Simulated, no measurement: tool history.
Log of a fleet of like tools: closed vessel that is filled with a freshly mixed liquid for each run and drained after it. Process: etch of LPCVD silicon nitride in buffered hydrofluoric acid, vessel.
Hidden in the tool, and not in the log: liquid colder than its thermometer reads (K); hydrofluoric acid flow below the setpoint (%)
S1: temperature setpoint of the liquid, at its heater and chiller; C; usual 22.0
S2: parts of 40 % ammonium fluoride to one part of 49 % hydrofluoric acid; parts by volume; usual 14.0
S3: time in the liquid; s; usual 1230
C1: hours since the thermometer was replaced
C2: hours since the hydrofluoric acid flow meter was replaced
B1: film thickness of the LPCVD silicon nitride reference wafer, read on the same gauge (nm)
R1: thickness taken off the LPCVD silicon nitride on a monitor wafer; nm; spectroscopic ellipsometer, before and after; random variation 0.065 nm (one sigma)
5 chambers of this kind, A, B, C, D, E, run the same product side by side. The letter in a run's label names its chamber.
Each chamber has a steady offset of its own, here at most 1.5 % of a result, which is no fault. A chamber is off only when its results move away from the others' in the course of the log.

run	hour	S1	S2	S3	C1	C2	B1	R1
1C	5.6	22.0	14.0	1230	1422.0	256.7	149.99	11.7270
2B	11.0	22.0	14.0	1230	333.9	18.4	150.04	11.8180
3E	17.8	22.0	14.0	1230	1495.4	944.5	150.04	11.7900
4D	24.1	22.0	14.0	1230	1485.9	770.5	150.03	11.7780
5A	34.7	22.0	14.0	1230	982.0	470.7	150.04	11.9490
6A	44.6	17.5	14.0	1230	991.9	480.6	150.03	9.2598
7B	49.7	17.5	14.0	1230	372.6	57.1	150.01	9.2266
8C	60.4	17.5	14.0	1230	1476.8	311.5	150.01	9.1851
9E	70.0	17.5	14.0	1230	1547.6	996.7	150.01	9.1603
10D	80.0	17.5	14.0	1230	1541.8	826.4	150.02	9.1027
11C	89.9	22.0	14.0	1230	1506.3	341.0	150.05	11.8840
12A	100.7	22.0	14.0	1230	1048.0	536.7	149.97	12.0210
13E	108.6	22.0	14.0	1230	1586.2	1035.3	150.06	11.8110
14B	118.2	22.0	14.0	900	441.1	125.6	150.00	8.6412
15D	124.1	22.0	14.0	900	1585.9	870.5	150.06	8.6228
16D	128.8	22.0	14.0	900	1590.6	875.2	150.02	8.6515
17E	138.7	22.0	14.0	900	1616.3	1065.4	150.02	8.6754
18A	146.9	22.0	14.0	900	1094.2	582.9	149.99	8.6620
19C	153.7	22.0	14.0	1230	1570.1	404.8	150.00	11.7660
20B	163.4	26.5	14.0	1510	486.3	170.8	150.00	18.5190
21D	174.3	26.5	14.0	1510	1636.1	920.7	149.96	18.4970
# hour 178.6: chamber A: hydrofluoric acid flow meter replaced
22B	180.9	26.5	14.0	1510	503.8	188.3	150.01	18.3830
# hour 183.5: chamber B: thermometer replaced
23A	191.4	26.5	14.0	1510	1138.7	12.9	150.01	18.8040
24C	198.1	26.5	14.0	1510	1614.5	449.2	149.93	18.5410
25E	204.6	22.0	14.0	1230	1682.2	1131.3	149.95	11.9330
26E	210.4	22.0	14.0	1230	1688.0	1137.1	149.96	11.8570
# hour 212.6: chamber E: hydrofluoric acid flow meter replaced
27C	217.9	22.0	12.0	1230	1634.3	469.0	150.03	13.6180
28A	224.5	22.0	12.0	1230	1171.8	46.0	149.96	13.8890
29D	231.9	22.0	12.0	1230	1693.7	978.3	149.95	13.7400
30B	237.4	22.0	12.0	1230	54.0	244.8	149.99	13.7000
31B	245.3	22.0	12.0	1230	61.9	252.7	150.00	13.8550
32C	251.2	22.0	14.0	1230	1667.6	502.3	150.00	11.8580
33A	260.8	22.0	14.0	1230	1208.1	82.3	150.00	11.9500
34E	269.1	22.0	14.0	1230	1746.7	56.5	150.01	11.8150
35D	275.3	25.5	14.0	1230	1737.1	1021.7	150.00	14.2720
36E	285.7	25.5	14.0	1230	1763.3	73.1	149.99	14.3650
37A	295.1	25.5	14.0	1230	1242.4	116.6	150.06	14.6500
38C	302.6	25.5	14.0	1230	1719.0	553.7	150.00	14.2350
39B	310.7	25.5	14.0	1230	127.3	318.1	150.04	14.3120
40D	316.9	22.0	14.0	1230	1778.7	1063.3	150.01	11.6890
41D	323.2	22.0	11.5	1230	1785.0	1069.6	150.00	14.2890
42C	329.8	22.0	11.5	1230	1746.2	580.9	149.93	14.2080
43B	340.3	22.0	11.5	1230	156.9	347.7	150.00	14.1830
44A	346.1	22.0	11.5	1230	1293.4	167.6	150.04	14.5850

What goes on in this fleet: one chamber off, a drifting gauge, or nothing beyond the chambers' own small offsets? Name the chamber and the cause, if any.

No chamber stands off beyond its own small offset, and the gauge holds steady.
